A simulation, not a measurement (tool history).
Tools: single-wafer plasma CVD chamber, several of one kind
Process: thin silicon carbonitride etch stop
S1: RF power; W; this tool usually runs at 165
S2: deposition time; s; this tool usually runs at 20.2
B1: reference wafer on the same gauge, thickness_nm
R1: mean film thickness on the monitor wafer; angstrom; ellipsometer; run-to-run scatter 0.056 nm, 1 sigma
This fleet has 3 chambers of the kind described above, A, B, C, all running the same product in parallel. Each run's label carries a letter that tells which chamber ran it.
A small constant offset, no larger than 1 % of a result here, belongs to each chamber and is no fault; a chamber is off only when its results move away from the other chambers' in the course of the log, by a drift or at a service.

run,hour,S1,S2,B1,R1
1C,7.8,165,20.2,11.808,106.98
2A,16.7,165,20.2,11.791,109.92
3B,28.1,165,20.2,11.813,106.81
4B,33.1,165,20.2,11.803,108.93
5C,39.2,165,16.4,11.8,87.009
6A,47.2,165,16.4,11.812,88.637
7B,56.8,165,16.4,11.788,87.946
8A,68,165,20.2,11.806,109.65
9C,76.8,145,24.1,11.797,124.09
10B,86.3,145,24.1,11.798,123.48
11A,92.7,145,24.1,11.794,125.76
12C,101,150,20.2,11.8,105.78
13B,112.2,150,20.2,11.801,105.43
14C,121.4,150,20.2,11.798,105.53
15A,127.1,165,20.2,11.809,110.43
16A,133.8,165,20.2,11.793,108.44
17B,140.6,165,17.3,11.783,93.017
18C,146.7,165,17.3,11.8,92.276
19A,154.9,165,17.3,11.812,93.155
20C,166,165,20.2,11.805,108.39

Is one chamber off against the others, does the gauge drift, or is nothing wrong? If a chamber is off, say which, and what the likeliest cause is.

No chamber stands off beyond its own small offset, and the gauge holds steady.

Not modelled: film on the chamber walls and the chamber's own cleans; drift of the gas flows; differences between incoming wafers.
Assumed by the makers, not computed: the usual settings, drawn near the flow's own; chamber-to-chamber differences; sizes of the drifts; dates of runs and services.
